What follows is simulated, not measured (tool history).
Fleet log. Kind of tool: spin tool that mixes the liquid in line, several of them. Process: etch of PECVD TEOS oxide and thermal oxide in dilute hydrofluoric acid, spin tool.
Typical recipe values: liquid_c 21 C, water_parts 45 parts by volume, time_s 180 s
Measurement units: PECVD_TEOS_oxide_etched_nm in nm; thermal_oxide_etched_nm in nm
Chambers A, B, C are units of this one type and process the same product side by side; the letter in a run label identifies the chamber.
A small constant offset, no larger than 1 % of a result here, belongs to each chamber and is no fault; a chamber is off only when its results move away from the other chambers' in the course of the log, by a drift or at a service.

run    day  liquid_c  water_parts  time_s  hours since the thermometer was replaced  hours since the hydrofluoric acid flow meter was replaced  read-back film thickness of the PECVD TEOS oxide reference wafer, read on the same gauge (nm)  read-back film thickness of the thermal oxide reference wafer, read on the same gauge (nm)  PECVD_TEOS_oxide_etched_nm  thermal_oxide_etched_nm
 1B  0.308        21           45     180                                    1632.3                                                     1304.9                                                                                         129.99                                                                                      29.996                      51.827                   17.837
 2A  0.783        21           45     180                                    2031.4                                                     1336.8                                                                                         129.99                                                                                      29.991                      52.510                   17.934
 3C  1.338        21           45     180                                    1934.1                                                      210.5                                                                                         130.01                                                                                      30.005                      52.659                   17.755
 4C  1.596        21           45     180                                    1940.3                                                      216.7                                                                                         130.00                                                                                      29.999                      52.681                   17.892
 5B  2.100        21           45     180                                    1675.3                                                     1347.9                                                                                         130.00                                                                                      30.010                      52.577                   17.901
 6A  2.479        21           45     180                                    2072.1                                                     1377.5                                                                                         130.02                                                                                      30.012                      52.460                   17.669
 7B  2.954        21           45     180                                    1695.8                                                     1368.4                                                                                         129.99                                                                                      29.981                      52.551                   17.852
 8A  3.388        21           45     180                                    2093.9                                                     1399.3                                                                                         130.00                                                                                      29.981                      52.357                   17.797
 9C  3.929        21           45     240                                    1996.3                                                      272.7                                                                                         129.99                                                                                      29.996                      71.505                   23.933
10A  4.517        21           45     240                                    2121.0                                                     1426.4                                                                                         130.00                                                                                      30.025                      70.490                   23.498
11C  4.888        21           45     240                                    2019.3                                                      295.7                                                                                         130.00                                                                                      29.975                      69.712                   23.711
12B  5.371        21           45     180                                    1753.8                                                     1426.4                                                                                         129.99                                                                                      29.980                      52.447                   17.969
13B  5.958        21           45     180                                    1767.9                                                     1440.5                                                                                         129.99                                                                                      29.969                      52.191                   17.750
14A  6.446        21           45     180                                    2167.3                                                     1472.7                                                                                         130.01                                                                                      29.987                      53.103                   17.646
15C  6.800        21           45     180                                    2065.2                                                      341.6                                                                                         130.00                                                                                      29.982                      52.079                   17.931
16B  7.346        21           45     180                                    1801.2                                                     1473.8                                                                                         130.01                                                                                      29.992                      53.039                   17.855
     7.438  -- chamber B: hydrofluoric acid flow meter replaced
17C  7.683        21           45     180                                    2086.4                                                      362.8                                                                                         130.00                                                                                      30.036                      52.810                   17.629
18A  7.958        17           45     125                                    2203.6                                                     1509.0                                                                                         130.00                                                                                      29.971                      30.434                   10.421
19A  8.258        17           45     125                                    2210.8                                                     1516.2                                                                                         130.00                                                                                      30.021                      30.686                   10.382
20B  8.767        17           45     125                                    1835.3                                                       31.9                                                                                         130.01                                                                                      29.991                      30.299                   10.406
21C  9.129        21           45     180                                    2121.1                                                      397.5                                                                                         129.99                                                                                      29.964                      52.852                   17.868

The same settings go to every chamber for the next run, one line per chamber below. Forecast the results for each:
22A  9.550        21           45     180                                                                                                                                                                                                                                                                                                                           ?                        ?
22B  9.550        21           45     180                                                                                                                                                                                                                                                                                                                           ?                        ?
22C  9.550        21           45     180                                                                                                                                                                                                                                                                                                                           ?                        ?

run  PECVD_TEOS_oxide_etched_nm  thermal_oxide_etched_nm
22A                      52.855                   17.819
22B                      52.120                   17.895
22C                      52.278                   18.010

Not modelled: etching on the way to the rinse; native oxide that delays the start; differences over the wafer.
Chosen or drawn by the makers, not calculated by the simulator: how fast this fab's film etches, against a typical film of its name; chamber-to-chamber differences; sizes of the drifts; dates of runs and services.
